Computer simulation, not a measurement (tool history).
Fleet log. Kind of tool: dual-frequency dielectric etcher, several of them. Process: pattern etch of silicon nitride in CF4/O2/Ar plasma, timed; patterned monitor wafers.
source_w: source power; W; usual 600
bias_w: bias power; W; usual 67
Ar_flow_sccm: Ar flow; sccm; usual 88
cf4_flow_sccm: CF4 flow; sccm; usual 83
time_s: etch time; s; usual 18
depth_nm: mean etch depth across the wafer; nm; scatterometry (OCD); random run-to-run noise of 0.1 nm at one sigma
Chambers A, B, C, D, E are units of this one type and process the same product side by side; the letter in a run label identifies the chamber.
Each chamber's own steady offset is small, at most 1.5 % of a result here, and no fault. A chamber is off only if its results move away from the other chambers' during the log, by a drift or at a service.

run,hour,source_w,bias_w,Ar_flow_sccm,cf4_flow_sccm,time_s,"read-back reference wafer on the same gauge, depth_nm",depth_nm
1A,5.1,600,67,88,83,18,44.41,44.195
2D,10.2,600,67,88,83,18,44.382,44.635
3B,20.2,600,67,88,83,18,44.428,45.197
4E,29,600,67,88,83,18,44.403,44.248
5C,34.7,600,67,88,83,18,44.377,44.654
6E,45.5,600,67,88,83,18,44.402,44.165
7D,54.2,600,67,88,83,16,44.396,39.786
8A,60.6,600,67,88,83,16,44.421,39.152
9B,67.7,600,67,88,83,16,44.403,40.22
10C,73.7,600,67,88,83,16,44.406,39.644
11D,78.9,600,67,88,83,16,44.366,39.751
12E,89.4,550,67,88,63,18,44.38,39.78
13C,97.1,550,67,88,63,18,44.412,40.075
14A,102.8,550,67,88,63,18,44.418,39.886
15B,109.2,550,67,88,63,18,44.392,40.578
16B,118.4,550,67,88,63,18,44.401,40.615
17D,129.6,600,82,88,97,18,44.402,49.082
18E,140.6,600,82,88,97,18,44.401,48.661
19C,145.9,600,82,88,97,18,44.378,49.302
# hour 152.7: chamber B: wet clean of the chamber
20A,154.4,600,82,88,97,18,44.407,48.569
21B,162.7,600,82,88,97,18,44.42,49.876
22E,169.8,600,67,88,83,18,44.413,44.215
23C,178.3,600,67,88,83,18,44.411,44.561
24D,186.8,600,67,88,83,18,44.396,44.501
25A,198,600,67,88,83,18,44.367,44.302
26E,203.9,600,67,88,83,18,44.411,44.278
27A,209.6,600,67,88,83,18,44.397,44.294
28D,217.3,600,67,88,83,18,44.381,44.759
29C,225,600,67,88,83,18,44.391,44.128
# hour 229: chamber C: CF4 flow controller replaced
30B,234.3,690,67,88,92,18,44.411,51.228
31B,242.1,690,67,88,92,18,44.393,51.304
32D,250.4,690,67,88,92,18,44.401,51.008
33C,260.8,690,67,88,92,18,44.409,50.29
34A,266.8,690,67,88,92,18,44.39,50.371
# hour 275.5: chamber E: wet clean of the chamber
35E,276,600,67,88,83,18,44.396,44.194
36A,287.1,600,67,88,83,18,44.421,44.267
37C,292.7,600,67,88,83,18,44.396,43.974
38B,300.4,600,67,88,83,18,44.406,45.12
39E,309.5,600,67,88,83,18,44.406,44.217
40D,318.9,600,67,88,83,18,44.389,44.751
41E,326.1,600,67,88,83,18,44.4,44.247
42C,337.3,600,67,88,83,18,44.39,43.593
43A,347.6,600,67,88,83,18,44.399,44.405

Predict what each chamber gives when all 5 of them run the settings below next.
44A,355.9,600,61,88,83,18,,?
44B,355.9,600,61,88,83,18,,?
44C,355.9,600,61,88,83,18,,?
44D,355.9,600,61,88,83,18,,?
44E,355.9,600,61,88,83,18,,?

run,depth_nm
44A,42.708
44B,43.537
44C,41.785
44D,43.128
44E,42.767
